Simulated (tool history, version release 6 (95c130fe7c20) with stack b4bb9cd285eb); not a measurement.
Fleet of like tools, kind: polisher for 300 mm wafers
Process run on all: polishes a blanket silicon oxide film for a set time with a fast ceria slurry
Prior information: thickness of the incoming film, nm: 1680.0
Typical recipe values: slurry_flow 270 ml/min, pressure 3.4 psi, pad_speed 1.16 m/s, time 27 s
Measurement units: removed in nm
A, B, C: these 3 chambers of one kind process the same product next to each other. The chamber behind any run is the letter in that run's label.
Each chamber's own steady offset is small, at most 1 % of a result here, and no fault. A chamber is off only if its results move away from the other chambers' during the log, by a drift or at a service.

run    day  slurry_flow  pressure  pad_speed  time  wafers polished on this pad  hours since the slurry nozzle was cleaned  hours since the head pressure was calibrated  removed
 1B  0.188          270       3.4       1.16    27                          595                                       58.1                                         841.6   691.02
     0.425  -- chamber C: worn pad replaced by a new one
 2C  0.475          270       3.4       1.16    27                           23                                       29.3                                         536.0   689.16
     0.483  -- chamber B: worn pad replaced by a new one
 3A  0.817          270       3.4       1.16    27                          456                                      654.9                                         346.0   681.61
 4A  0.988          270       3.4       1.16    27                          531                                      659.0                                         350.1   672.95
 5B  1.246          270       3.4       1.16    27                          335                                       83.5                                         867.0   690.92
     1.596  -- chamber A: worn pad replaced by a new one
 6C  1.633          270       3.4       0.94    27                          532                                       57.1                                         563.8   553.73
 7C  1.825          270       3.4       0.94    27                          616                                       61.7                                         568.4   552.89
 8B  2.088          270       3.4       0.94    27                          705                                      103.7                                         887.2   549.63
     2.171  -- chamber B: worn pad replaced by a new one
 9A  2.292          230       3.4       1.16    27                          305                                      690.3                                         381.4   662.44
10C  2.654          230       3.4       1.16    27                          980                                       81.6                                         588.3   686.86
11A  2.958          230       3.4       1.16    27                          598                                      706.3                                         397.4   669.15
     3.046  -- chamber C: worn pad replaced by a new one
     3.308  -- chamber A: worn pad replaced by a new one
12B  3.308          270       3.4       1.16    27                          500                                      133.0                                         916.5   697.21
13A  3.625          270       3.4       1.16    27                          139                                      722.3                                         413.4   691.40
14B  3.796          270       3.4       1.16    27                          714                                      144.7                                         928.2   692.34
     4.021  -- chamber B: worn pad replaced by a new one
15C  4.058          270       3.4       1.16    27                          445                                      115.3                                         622.0   683.28
16C  4.229          270       3.4       1.16    27                          520                                      119.4                                         626.1   690.33
17B  4.467          270       3.4       1.16    27                          196                                      160.8                                         944.3   683.70
18A  4.712          270       3.4       1.16    27                          616                                      748.4                                         439.5   692.14
19A  5.088          270       3.4       1.16    27                          781                                      757.4                                         448.5   672.82
     5.233  -- chamber A: worn pad replaced by a new one
     5.304  -- chamber C: head pressure recalibrated
20C  5.404          270       3.4       1.16    27                         1036                                      147.6                                           2.5   640.95
     5.467  -- chamber A: slurry nozzle cleaned
21B  5.771          270       3.4       1.16    27                          769                                      192.1                                         975.6   691.81
     5.783  -- chamber C: worn pad replaced by a new one
     5.954  -- chamber B: worn pad replaced by a new one
22B  6.104          270       3.4       1.16    27                           67                                      200.1                                         983.6   703.18
23C  6.329          270       3.4       1.16    27                          241                                      169.8                                          24.7   643.29
24A  6.621          270       3.4       1.16    27                          609                                       27.7                                         485.3   685.29
     6.683  -- chamber A: worn pad replaced by a new one
25C  7.017          325       3.8       1.16    27                          543                                      186.3                                          41.2   735.59
26B  7.304          325       3.8       1.16    27                          593                                      228.9                                        1012.4   788.65
     7.525  -- chamber B: worn pad replaced by a new one
27A  7.562          325       3.8       1.16    27                          386                                       50.3                                         507.9   778.92
28C  7.788          270       3.4       1.16    27                          881                                      204.8                                          59.7   645.08
29B  7.983          270       3.4       1.16    27                          202                                      245.2                                        1028.7   681.46
30A  8.250          270       3.4       1.16    27                          688                                       66.8                                         524.4   690.67
31B  8.429          270       3.4       1.16    27                          397                                      255.9                                        1039.4   687.56

Decide between three cases: one chamber stands off from its peers, the gauge reading all wafers drifts, or nothing is wrong past each chamber's small offset. Where a chamber is off, say which and what most likely put it there.

A service on chamber C put it out of line with the rest.
Most likely cause: head's pressure below its setpoint, % = 6.94.

Here are 4 candidates for chamber C's next run, each the usual settings with a change, their results left as question marks. Which one brings its results back in line with what the others give on the usual settings?
Maximum distance from the other chambers' mean on the usual settings for a result to count as in line: removed 28.00 nm
32C-1  8.708          270       3.4       1.16    25                                                                                                                              ?
32C-2  8.708          270       3.5       1.20    27                                                                                                                              ?
32C-3  8.708          270       3.4       1.24    29                                                                                                                              ?
32C-4  8.708          270       3.2       1.10    26                                                                                                                              ?

Mean of the other chambers on the usual settings: removed 687.97 nm
  run  removed
32C-1   602.19
32C-2   692.63
32C-3   747.44
32C-4   559.02
Change 32C-2 lands the chamber within the allowed miss of the other chambers.
